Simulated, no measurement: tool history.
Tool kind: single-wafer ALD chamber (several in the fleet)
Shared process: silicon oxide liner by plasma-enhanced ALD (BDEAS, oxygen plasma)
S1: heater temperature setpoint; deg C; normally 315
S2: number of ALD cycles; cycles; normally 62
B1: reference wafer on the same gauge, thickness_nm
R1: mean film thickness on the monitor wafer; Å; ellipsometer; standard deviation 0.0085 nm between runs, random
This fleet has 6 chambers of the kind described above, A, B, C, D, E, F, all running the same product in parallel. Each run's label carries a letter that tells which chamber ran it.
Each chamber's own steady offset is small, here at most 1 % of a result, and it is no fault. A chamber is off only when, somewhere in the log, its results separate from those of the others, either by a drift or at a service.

run,hour,S1,S2,B1,R1
1D,13.8,315,62,4.7474,56.592
2A,30.3,315,62,4.7473,56.438
3F,40.2,315,62,4.7465,56.706
4C,54.9,315,62,4.7454,56.703
5B,63.5,315,62,4.7458,56.465
6E,71.6,315,62,4.7476,56.048
7A,82.9,315,71,4.7473,64.513
# hour 93.4: chamber A: thermocouple changed; heater temperature recalibrated
8F,98.8,315,71,4.745,65.118
9C,108.6,315,71,4.7433,64.95
10E,119.9,315,71,4.7436,64.211
11B,132.6,315,71,4.7424,64.347
12D,140.4,315,71,4.742,64.817
13A,154,315,62,4.7401,56.404
14C,164,315,62,4.7406,56.754
15B,173.1,315,62,4.7416,56.268
16E,182.7,315,62,4.7397,55.878
17D,196.9,315,62,4.739,56.419
18F,204.1,315,62,4.7395,56.78
19D,216,315,62,4.7375,56.34
# hour 225.9: chamber F: thermocouple changed; heater temperature recalibrated
20C,231.1,315,62,4.7368,56.747
21B,238.4,315,62,4.7378,56.155
22A,248.7,302,62,4.7354,57.388
23E,259.8,302,62,4.7368,56.791
24F,268.7,302,62,4.7346,57.639
25F,277,302,62,4.7333,57.439
26A,286.4,302,62,4.7336,57.425
# hour 290.1: chamber C: thermocouple changed; heater temperature recalibrated
27E,301,302,62,4.7341,56.831
28D,316.8,315,62,4.7309,56.347
29B,325,315,73,4.7325,66.339
30C,335.7,315,73,4.7305,66.534
31D,350.9,315,73,4.7306,66.448
32F,364.3,315,73,4.7308,66.508
33A,374.2,315,73,4.7282,66.258
34C,386,315,73,4.7292,66.443
35B,400.4,315,62,4.7286,56.062
36E,412.6,315,62,4.7269,55.823
37E,428.7,305,73,4.7264,66.613
38B,443.4,305,73,4.725,66.935
39D,455.6,305,73,4.7234,67.16
40A,463.3,305,73,4.7244,67.078
41F,478.7,305,73,4.7226,67.503
42C,486.7,305,73,4.7232,67.516
43B,501.7,315,62,4.7227,55.919
44A,515.1,315,62,4.7194,56.2

All 6 chambers run these settings next. Forecast each chamber's results:
45A,526.9,326,62,,?
45B,526.9,326,62,,?
45C,526.9,326,62,,?
45D,526.9,326,62,,?
45E,526.9,326,62,,?
45F,526.9,326,62,,?

run,R1
45A,55.453
45B,55.317
45C,55.511
45D,55.383
45E,54.748
45F,55.389

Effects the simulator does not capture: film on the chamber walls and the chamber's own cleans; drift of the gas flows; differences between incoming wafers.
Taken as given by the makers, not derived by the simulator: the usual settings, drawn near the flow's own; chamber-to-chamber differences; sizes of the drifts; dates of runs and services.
